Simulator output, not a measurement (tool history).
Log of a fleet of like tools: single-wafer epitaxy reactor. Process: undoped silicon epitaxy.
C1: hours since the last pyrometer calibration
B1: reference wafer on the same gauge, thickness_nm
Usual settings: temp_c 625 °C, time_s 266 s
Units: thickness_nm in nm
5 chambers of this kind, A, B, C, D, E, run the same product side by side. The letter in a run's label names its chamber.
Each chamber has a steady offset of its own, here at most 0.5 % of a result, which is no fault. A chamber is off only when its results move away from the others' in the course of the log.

{"run": "1C", "hour": 7.5, "temp_c": 625, "time_s": 266, "C1": 1997.5, "B1": 26.509, "thickness_nm": 25.689}
{"run": "2A", "hour": 22.2, "temp_c": 625, "time_s": 266, "C1": 1651.0, "B1": 26.517, "thickness_nm": 25.469}
{"run": "3D", "hour": 34.8, "temp_c": 625, "time_s": 266, "C1": 72.4, "B1": 26.501, "thickness_nm": 25.503}
{"run": "4E", "hour": 49.8, "temp_c": 625, "time_s": 266, "C1": 1907.2, "B1": 26.496, "thickness_nm": 25.452}
{"run": "5B", "hour": 64.0, "temp_c": 625, "time_s": 266, "C1": 729.1, "B1": 26.519, "thickness_nm": 25.577}
{"run": "6C", "hour": 72.0, "temp_c": 625, "time_s": 266, "C1": 2062.0, "B1": 26.487, "thickness_nm": 25.619}
{"run": "7E", "hour": 78.9, "temp_c": 625, "time_s": 266, "C1": 1936.3, "B1": 26.485, "thickness_nm": 25.512}
{"run": "8B", "hour": 87.4, "temp_c": 625, "time_s": 266, "C1": 752.5, "B1": 26.507, "thickness_nm": 25.476}
{"run": "9A", "hour": 97.2, "temp_c": 625, "time_s": 266, "C1": 1726.0, "B1": 26.503, "thickness_nm": 25.591}
{"run": "10D", "hour": 104.0, "temp_c": 625, "time_s": 266, "C1": 141.6, "B1": 26.514, "thickness_nm": 25.589}
{"run": "11A", "hour": 116.8, "temp_c": 625, "time_s": 266, "C1": 1745.6, "B1": 26.484, "thickness_nm": 25.508}
{"run": "12C", "hour": 130.9, "temp_c": 625, "time_s": 266, "C1": 2120.9, "B1": 26.485, "thickness_nm": 25.592}
{"run": "13B", "hour": 142.7, "temp_c": 625, "time_s": 266, "C1": 807.8, "B1": 26.505, "thickness_nm": 25.449}
{"run": "14E", "hour": 156.3, "temp_c": 625, "time_s": 266, "C1": 2013.7, "B1": 26.489, "thickness_nm": 25.413}
{"run": "15D", "hour": 163.0, "temp_c": 625, "time_s": 266, "C1": 200.6, "B1": 26.499, "thickness_nm": 25.559}
{"run": "16D", "hour": 177.9, "temp_c": 625, "time_s": 266, "C1": 215.5, "B1": 26.498, "thickness_nm": 25.56}
{"run": "17C", "hour": 192.4, "temp_c": 625, "time_s": 266, "C1": 2182.4, "B1": 26.501, "thickness_nm": 25.555}
{"run": "18B", "hour": 200.4, "temp_c": 625, "time_s": 239, "C1": 865.5, "B1": 26.517, "thickness_nm": 22.91}
{"run": "19A", "hour": 208.8, "temp_c": 625, "time_s": 239, "C1": 1837.6, "B1": 26.499, "thickness_nm": 22.905}
{"run": "20E", "hour": 215.4, "temp_c": 625, "time_s": 239, "C1": 2072.8, "B1": 26.493, "thickness_nm": 22.889}
{"hour": 222.5, "done": "chamber E: pyrometer calibrated"}
{"hour": 225.2, "done": "chamber A: pyrometer calibrated"}
{"run": "21C", "hour": 226.9, "temp_c": 625, "time_s": 239, "C1": 2216.9, "B1": 26.499, "thickness_nm": 22.892}
{"run": "22A", "hour": 242.0, "temp_c": 625, "time_s": 239, "C1": 16.9, "B1": 26.502, "thickness_nm": 22.427}
{"run": "23E", "hour": 252.6, "temp_c": 625, "time_s": 266, "C1": 30.2, "B1": 26.523, "thickness_nm": 25.541}
{"run": "24B", "hour": 260.6, "temp_c": 625, "time_s": 266, "C1": 925.7, "B1": 26.495, "thickness_nm": 25.435}
{"run": "25D", "hour": 269.7, "temp_c": 625, "time_s": 266, "C1": 307.3, "B1": 26.485, "thickness_nm": 25.485}
{"run": "26B", "hour": 279.5, "temp_c": 625, "time_s": 266, "C1": 944.6, "B1": 26.516, "thickness_nm": 25.576}
{"run": "27A", "hour": 287.0, "temp_c": 625, "time_s": 266, "C1": 61.9, "B1": 26.487, "thickness_nm": 24.918}
{"run": "28E", "hour": 299.9, "temp_c": 625, "time_s": 266, "C1": 77.5, "B1": 26.505, "thickness_nm": 25.495}
{"run": "29D", "hour": 310.6, "temp_c": 625, "time_s": 266, "C1": 348.2, "B1": 26.491, "thickness_nm": 25.557}
{"run": "30C", "hour": 323.0, "temp_c": 625, "time_s": 266, "C1": 2313.0, "B1": 26.506, "thickness_nm": 25.577}
{"run": "31B", "hour": 336.9, "temp_c": 625, "time_s": 266, "C1": 1002.0, "B1": 26.495, "thickness_nm": 25.548}
{"run": "32D", "hour": 348.3, "temp_c": 625, "time_s": 266, "C1": 385.9, "B1": 26.513, "thickness_nm": 25.581}
{"run": "33A", "hour": 360.4, "temp_c": 625, "time_s": 266, "C1": 135.3, "B1": 26.508, "thickness_nm": 24.839}
{"run": "34C", "hour": 367.4, "temp_c": 625, "time_s": 266, "C1": 2357.4, "B1": 26.51, "thickness_nm": 25.634}
{"run": "35E", "hour": 379.0, "temp_c": 611, "time_s": 289, "C1": 156.6, "B1": 26.496, "thickness_nm": 19.998}
{"run": "36A", "hour": 391.8, "temp_c": 611, "time_s": 289, "C1": 166.7, "B1": 26.509, "thickness_nm": 19.56}
{"run": "37C", "hour": 405.3, "temp_c": 611, "time_s": 289, "C1": 2395.3, "B1": 26.494, "thickness_nm": 19.963}
{"run": "38B", "hour": 413.6, "temp_c": 611, "time_s": 289, "C1": 1078.7, "B1": 26.489, "thickness_nm": 20.062}
{"run": "39E", "hour": 427.7, "temp_c": 611, "time_s": 289, "C1": 205.3, "B1": 26.495, "thickness_nm": 20.043}
{"run": "40D", "hour": 441.7, "temp_c": 625, "time_s": 266, "C1": 479.3, "B1": 26.511, "thickness_nm": 25.487}
{"run": "41B", "hour": 456.4, "temp_c": 625, "time_s": 266, "C1": 1121.5, "B1": 26.496, "thickness_nm": 25.583}

Next, every chamber runs the same settings. What will each give?
{"run": "42A", "hour": 467.3, "temp_c": 625, "time_s": 266, "thickness_nm": "?"}
{"run": "42B", "hour": 467.3, "temp_c": 625, "time_s": 266, "thickness_nm": "?"}
{"run": "42C", "hour": 467.3, "temp_c": 625, "time_s": 266, "thickness_nm": "?"}
{"run": "42D", "hour": 467.3, "temp_c": 625, "time_s": 266, "thickness_nm": "?"}
{"run": "42E", "hour": 467.3, "temp_c": 625, "time_s": 266, "thickness_nm": "?"}

run=42A thickness_nm=24.771
run=42B thickness_nm=25.457
run=42C thickness_nm=25.693
run=42D thickness_nm=25.544
run=42E thickness_nm=25.556
